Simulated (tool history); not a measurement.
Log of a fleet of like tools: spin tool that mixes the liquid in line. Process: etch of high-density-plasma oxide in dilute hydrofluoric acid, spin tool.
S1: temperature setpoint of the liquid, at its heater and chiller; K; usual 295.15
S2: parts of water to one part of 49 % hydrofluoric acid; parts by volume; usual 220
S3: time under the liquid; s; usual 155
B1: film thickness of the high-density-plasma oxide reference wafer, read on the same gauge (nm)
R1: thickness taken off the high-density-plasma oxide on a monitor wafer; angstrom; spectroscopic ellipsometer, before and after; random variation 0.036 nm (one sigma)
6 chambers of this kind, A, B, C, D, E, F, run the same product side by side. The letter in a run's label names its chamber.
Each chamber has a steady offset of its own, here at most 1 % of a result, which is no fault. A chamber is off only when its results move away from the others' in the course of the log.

{"run": "1B", "hour": 11.1, "S1": 295.15, "S2": 220, "S3": 155, "B1": 39.998, "R1": 42.379}
{"run": "2E", "hour": 20.4, "S1": 295.15, "S2": 220, "S3": 155, "B1": 40.051, "R1": 41.114}
{"run": "3D", "hour": 30.4, "S1": 295.15, "S2": 220, "S3": 155, "B1": 40.038, "R1": 41.609}
{"run": "4A", "hour": 38.9, "S1": 295.15, "S2": 220, "S3": 155, "B1": 39.982, "R1": 41.313}
{"run": "5F", "hour": 45.1, "S1": 295.15, "S2": 220, "S3": 155, "B1": 40.014, "R1": 40.95}
{"run": "6C", "hour": 55.2, "S1": 295.15, "S2": 220, "S3": 155, "B1": 39.977, "R1": 41.08}
{"run": "7F", "hour": 64.5, "S1": 295.15, "S2": 220, "S3": 155, "B1": 40.031, "R1": 41.469}
{"run": "8D", "hour": 75.8, "S1": 295.15, "S2": 220, "S3": 155, "B1": 39.953, "R1": 42.05}
{"run": "9E", "hour": 82.3, "S1": 292.15, "S2": 220, "S3": 200, "B1": 39.964, "R1": 46.826}
{"run": "10C", "hour": 90.9, "S1": 292.15, "S2": 220, "S3": 200, "B1": 39.988, "R1": 47.567}
{"run": "11A", "hour": 97.0, "S1": 292.15, "S2": 220, "S3": 200, "B1": 40.011, "R1": 47.952}
{"hour": 99.6, "done": "chamber E: thermometer replaced"}
{"run": "12B", "hour": 108.6, "S1": 292.15, "S2": 220, "S3": 200, "B1": 40.011, "R1": 47.765}
{"run": "13B", "hour": 114.9, "S1": 292.15, "S2": 220, "S3": 200, "B1": 39.954, "R1": 49.02}
{"run": "14D", "hour": 120.4, "S1": 292.15, "S2": 220, "S3": 200, "B1": 39.954, "R1": 48.163}
{"run": "15F", "hour": 128.1, "S1": 295.15, "S2": 165, "S3": 155, "B1": 40.012, "R1": 58.126}
{"run": "16C", "hour": 135.7, "S1": 295.15, "S2": 165, "S3": 155, "B1": 40.006, "R1": 57.711}
{"run": "17A", "hour": 144.3, "S1": 295.15, "S2": 165, "S3": 155, "B1": 39.957, "R1": 57.824}
{"run": "18E", "hour": 153.8, "S1": 295.15, "S2": 165, "S3": 155, "B1": 40.018, "R1": 57.722}
{"run": "19D", "hour": 165.2, "S1": 295.15, "S2": 165, "S3": 155, "B1": 40.037, "R1": 59.499}
{"run": "20A", "hour": 171.6, "S1": 295.15, "S2": 165, "S3": 155, "B1": 39.965, "R1": 57.299}
{"run": "21C", "hour": 181.3, "S1": 295.15, "S2": 220, "S3": 155, "B1": 40.032, "R1": 40.783}
{"run": "22B", "hour": 191.5, "S1": 295.15, "S2": 220, "S3": 155, "B1": 40.021, "R1": 41.866}
{"run": "23F", "hour": 198.5, "S1": 295.15, "S2": 220, "S3": 155, "B1": 39.99, "R1": 40.888}
{"run": "24E", "hour": 204.9, "S1": 295.15, "S2": 220, "S3": 155, "B1": 40.007, "R1": 40.32}
{"run": "25B", "hour": 213.4, "S1": 295.15, "S2": 220, "S3": 155, "B1": 39.981, "R1": 41.758}
{"run": "26F", "hour": 222.6, "S1": 295.15, "S2": 220, "S3": 155, "B1": 40.03, "R1": 41.354}
{"run": "27E", "hour": 232.8, "S1": 295.15, "S2": 220, "S3": 155, "B1": 40.029, "R1": 40.935}
{"run": "28A", "hour": 238.7, "S1": 295.15, "S2": 220, "S3": 155, "B1": 39.979, "R1": 41.309}
{"hour": 244.1, "done": "chamber E: hydrofluoric acid flow meter replaced"}
{"run": "29C", "hour": 244.3, "S1": 295.15, "S2": 220, "S3": 155, "B1": 40.014, "R1": 40.488}
{"hour": 249.8, "done": "chamber B: thermometer replaced"}
{"run": "30D", "hour": 250.6, "S1": 295.15, "S2": 220, "S3": 155, "B1": 39.981, "R1": 41.985}
{"run": "31C", "hour": 259.3, "S1": 295.15, "S2": 220, "S3": 155, "B1": 39.981, "R1": 39.775}
{"run": "32E", "hour": 270.6, "S1": 295.15, "S2": 220, "S3": 190, "B1": 39.995, "R1": 50.157}
{"run": "33A", "hour": 278.1, "S1": 295.15, "S2": 220, "S3": 190, "B1": 40.036, "R1": 50.994}
{"hour": 289.1, "done": "chamber A: thermometer replaced"}
{"run": "34D", "hour": 289.2, "S1": 295.15, "S2": 220, "S3": 190, "B1": 40.021, "R1": 50.79}
{"run": "35B", "hour": 294.8, "S1": 295.15, "S2": 220, "S3": 190, "B1": 40.049, "R1": 51.112}
{"run": "36F", "hour": 302.4, "S1": 295.15, "S2": 220, "S3": 190, "B1": 40.005, "R1": 49.533}
{"run": "37D", "hour": 309.0, "S1": 295.15, "S2": 220, "S3": 190, "B1": 40.008, "R1": 50.687}
{"run": "38F", "hour": 319.3, "S1": 295.15, "S2": 220, "S3": 155, "B1": 39.983, "R1": 40.626}
{"run": "39A", "hour": 325.0, "S1": 295.15, "S2": 220, "S3": 155, "B1": 40.004, "R1": 41.824}
{"run": "40B", "hour": 334.7, "S1": 295.15, "S2": 220, "S3": 155, "B1": 40.013, "R1": 42.549}
{"run": "41C", "hour": 345.5, "S1": 295.15, "S2": 220, "S3": 155, "B1": 40.017, "R1": 38.956}
{"run": "42E", "hour": 355.2, "S1": 295.15, "S2": 220, "S3": 155, "B1": 40.019, "R1": 41.374}
{"run": "43F", "hour": 363.8, "S1": 295.15, "S2": 220, "S3": 155, "B1": 39.977, "R1": 40.769}
{"run": "44D", "hour": 373.7, "S1": 295.15, "S2": 220, "S3": 155, "B1": 39.973, "R1": 42.241}

Next, every chamber runs the same settings. What will each give?
{"run": "45A", "hour": 382.1, "S1": 295.15, "S2": 220, "S3": 155, "R1": "?"}
{"run": "45B", "hour": 382.1, "S1": 295.15, "S2": 220, "S3": 155, "R1": "?"}
{"run": "45C", "hour": 382.1, "S1": 295.15, "S2": 220, "S3": 155, "R1": "?"}
{"run": "45D", "hour": 382.1, "S1": 295.15, "S2": 220, "S3": 155, "R1": "?"}
{"run": "45E", "hour": 382.1, "S1": 295.15, "S2": 220, "S3": 155, "R1": "?"}
{"run": "45F", "hour": 382.1, "S1": 295.15, "S2": 220, "S3": 155, "R1": "?"}

run=45A R1=41.335
run=45B R1=41.983
run=45C R1=39.236
run=45D R1=41.411
run=45E R1=41.773
run=45F R1=41.272
